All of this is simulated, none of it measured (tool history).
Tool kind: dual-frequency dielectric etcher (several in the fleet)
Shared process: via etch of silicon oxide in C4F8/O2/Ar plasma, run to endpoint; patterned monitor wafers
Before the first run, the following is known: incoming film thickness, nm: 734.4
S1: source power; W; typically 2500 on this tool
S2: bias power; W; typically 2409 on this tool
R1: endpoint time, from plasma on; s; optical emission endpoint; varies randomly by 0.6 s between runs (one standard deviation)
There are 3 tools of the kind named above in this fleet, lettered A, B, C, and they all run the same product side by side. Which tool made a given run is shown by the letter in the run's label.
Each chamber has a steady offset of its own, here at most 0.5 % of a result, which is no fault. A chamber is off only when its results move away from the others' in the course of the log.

Run 1A, hour 5.5: usual settings. Result: R1 124.97 s.
Run 2C, hour 10.0: usual settings. Result: R1 126.47 s.
Run 3B, hour 14.0: usual settings. Result: R1 124.16 s.
Run 4B, hour 17.6: usual settings. Result: R1 125.30 s.
Run 5A, hour 22.3: usual settings but S1 2220 W, S2 2705 W. Result: R1 126.48 s.
Run 6C, hour 28.6: usual settings but S1 2220 W, S2 2705 W. Result: R1 127.26 s.
Run 7A, hour 34.6: usual settings but S1 2220 W, S2 2705 W. Result: R1 128.47 s.
Run 8C, hour 38.1: usual settings. Result: R1 126.01 s.
Run 9B, hour 42.7: usual settings. Result: R1 123.48 s.
Run 10C, hour 45.8: usual settings. Result: R1 125.17 s.
Run 11B, hour 49.2: usual settings. Result: R1 124.22 s.
Run 12A, hour 52.5: usual settings. Result: R1 125.51 s.
Run 13C, hour 55.9: usual settings. Result: R1 124.97 s.
Run 14B, hour 59.1: usual settings. Result: R1 124.14 s.
Run 15A, hour 62.8: usual settings. Result: R1 125.43 s.
Run 16C, hour 65.6: usual settings. Result: R1 125.81 s.
Run 17B, hour 71.7: usual settings. Result: R1 122.91 s.
Run 18A, hour 77.9: usual settings. Result: R1 126.07 s.
Run 19B, hour 81.3: usual settings. Result: R1 121.60 s.
Run 20A, hour 87.6: usual settings but S1 2990 W, S2 2085 W. Result: R1 121.03 s.
Run 21C, hour 92.6: usual settings but S1 2990 W, S2 2085 W. Result: R1 121.59 s.
Run 22A, hour 95.4: usual settings but S1 2990 W, S2 2085 W. Result: R1 122.02 s.
Run 23B, hour 100.0: usual settings. Result: R1 120.73 s.
Run 24C, hour 103.9: usual settings. Result: R1 125.55 s.
Run 25A, hour 108.6: usual settings. Result: R1 126.77 s.
Run 26B, hour 114.6: usual settings. Result: R1 119.84 s.
Run 27C, hour 119.2: usual settings. Result: R1 125.61 s.
Run 28A, hour 124.0: usual settings. Result: R1 125.59 s.
Run 29B, hour 127.7: usual settings. Result: R1 119.95 s.
Run 30C, hour 130.5: usual settings but S1 2990 W. Result: R1 115.15 s.
Run 31C, hour 136.1: usual settings but S1 2990 W. Result: R1 116.69 s.

The same settings go to every chamber for the next run, one line per chamber below. Forecast the results for each:
Run 32A, hour 140.7: usual settings but S2 2746 W. Result: R1 ?.
Run 32B, hour 140.7: usual settings but S2 2746 W. Result: R1 ?.
Run 32C, hour 140.7: usual settings but S2 2746 W. Result: R1 ?.

run      R1
32A  121.00
32B  114.22
32C  121.14
